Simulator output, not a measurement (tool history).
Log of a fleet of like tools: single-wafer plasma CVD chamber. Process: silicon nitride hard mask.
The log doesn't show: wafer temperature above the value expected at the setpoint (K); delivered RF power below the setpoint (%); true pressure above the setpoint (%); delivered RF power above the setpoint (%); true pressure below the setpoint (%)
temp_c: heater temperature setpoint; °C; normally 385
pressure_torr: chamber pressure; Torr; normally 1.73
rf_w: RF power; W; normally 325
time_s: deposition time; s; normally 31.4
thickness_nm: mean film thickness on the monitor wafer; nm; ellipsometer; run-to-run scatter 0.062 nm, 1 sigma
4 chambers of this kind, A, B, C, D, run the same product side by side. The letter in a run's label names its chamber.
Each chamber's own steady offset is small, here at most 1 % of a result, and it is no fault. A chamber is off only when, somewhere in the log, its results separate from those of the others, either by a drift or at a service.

run	hour	temp_c	pressure_torr	rf_w	time_s	hours since the last thermocouple change	hours since the last RF generator calibration	hours since the last manometer calibration	read-back reference wafer on the same gauge, thickness_nm	thickness_nm
1A	3.5	385	1.73	325	31.4	924.0	1016.2	327.0	37.892	39.102
2B	8.4	385	1.73	325	31.4	958.2	1444.7	2030.7	37.890	39.640
3C	12.6	385	1.73	325	31.4	437.4	391.6	1913.6	37.872	39.186
4D	15.7	385	1.73	325	31.4	26.5	404.0	1314.1	37.873	39.344
5B	19.1	385	1.73	325	31.4	968.9	1455.4	2041.4	37.884	39.578
# hour 20.4: chamber A: thermocouple changed; heater temperature recalibrated
6D	23.6	385	1.73	325	31.4	34.4	411.9	1322.0	37.878	39.346
7A	29.7	385	1.73	325	31.4	9.3	1042.4	353.2	37.863	38.963
8C	34.7	385	1.73	325	31.4	459.5	413.7	1935.7	37.845	39.165
9A	41.3	385	1.73	325	31.4	20.9	1054.0	364.8	37.856	39.005
10D	47.5	385	1.73	325	31.4	58.3	435.8	1345.9	37.847	39.272
11C	52.1	385	1.73	325	31.4	476.9	431.1	1953.1	37.828	39.217
12B	56.4	385	1.73	325	31.4	1006.2	1492.7	2078.7	37.836	39.513
13C	62.2	385	1.73	325	31.4	487.0	441.2	1963.2	37.822	39.133
14A	65.1	385	1.73	325	31.4	44.7	1077.8	388.6	37.818	38.975
15B	68.2	385	1.73	325	31.4	1018.0	1504.5	2090.5	37.817	39.521
16D	72.3	385	1.73	325	31.4	83.1	460.6	1370.7	37.800	39.286
17B	75.9	385	1.73	325	31.4	1025.7	1512.2	2098.2	37.787	39.398
18A	79.8	385	1.73	325	31.4	59.4	1092.5	403.3	37.791	38.998
19D	83.2	385	1.73	325	31.4	94.0	471.5	1381.6	37.807	39.275
20C	87.2	385	1.73	325	31.4	512.0	466.2	1988.2	37.792	39.200
21B	91.7	385	1.73	325	31.4	1041.5	1528.0	2114.0	37.793	39.424
22C	94.6	385	1.73	325	31.4	519.4	473.6	1995.6	37.783	39.218
23A	100.4	385	1.73	325	31.4	80.0	1113.1	423.9	37.764	38.850
24D	105.0	385	1.73	325	31.4	115.8	493.3	1403.4	37.770	39.261
25A	110.5	385	1.73	325	31.4	90.1	1123.2	434.0	37.765	38.738
26B	116.0	385	1.73	325	31.4	1065.8	1552.3	2138.3	37.767	39.452
27C	119.5	385	1.73	325	31.4	544.3	498.5	2020.5	37.746	39.106
28D	123.4	385	1.73	300	31.4	134.2	511.7	1421.8	37.746	37.230
29A	127.7	385	1.73	300	31.4	107.3	1140.4	451.2	37.746	36.890
30B	133.9	385	1.73	300	31.4	1083.7	1570.2	2156.2	37.726	37.402
31D	138.7	385	1.73	300	31.4	149.5	527.0	1437.1	37.718	37.143
32C	144.0	385	2.06	325	31.4	568.8	523.0	2045.0	37.718	40.909
33B	149.4	385	2.06	325	31.4	1099.2	1585.7	2171.7	37.705	41.193
34C	155.6	385	2.06	325	31.4	580.4	534.6	2056.6	37.707	40.936
35A	161.3	385	2.06	325	31.4	140.9	1174.0	484.8	37.706	40.799
36D	165.1	385	1.73	325	31.4	175.9	553.4	1463.5	37.698	39.163
37B	170.4	385	1.94	325	31.4	1120.2	1606.7	2192.7	37.675	40.663
38C	174.0	385	1.94	325	31.4	598.8	553.0	2075.0	37.693	40.274
39A	178.1	385	1.94	325	31.4	157.7	1190.8	501.6	37.669	40.122
40D	182.0	385	1.94	325	31.4	192.8	570.3	1480.4	37.676	40.361
41A	187.0	385	1.73	325	31.4	166.6	1199.7	510.5	37.667	38.787
42D	192.7	385	1.73	325	31.4	203.5	581.0	1491.1	37.673	39.115

For the next run the whole fleet of 4 chambers uses the same settings. Give each chamber's results:
43A	197.5	385	1.73	345	31.4					?
43B	197.5	385	1.73	345	31.4					?
43C	197.5	385	1.73	345	31.4					?
43D	197.5	385	1.73	345	31.4					?

run	thickness_nm
43A	40.398
43B	40.726
43C	40.441
43D	40.761
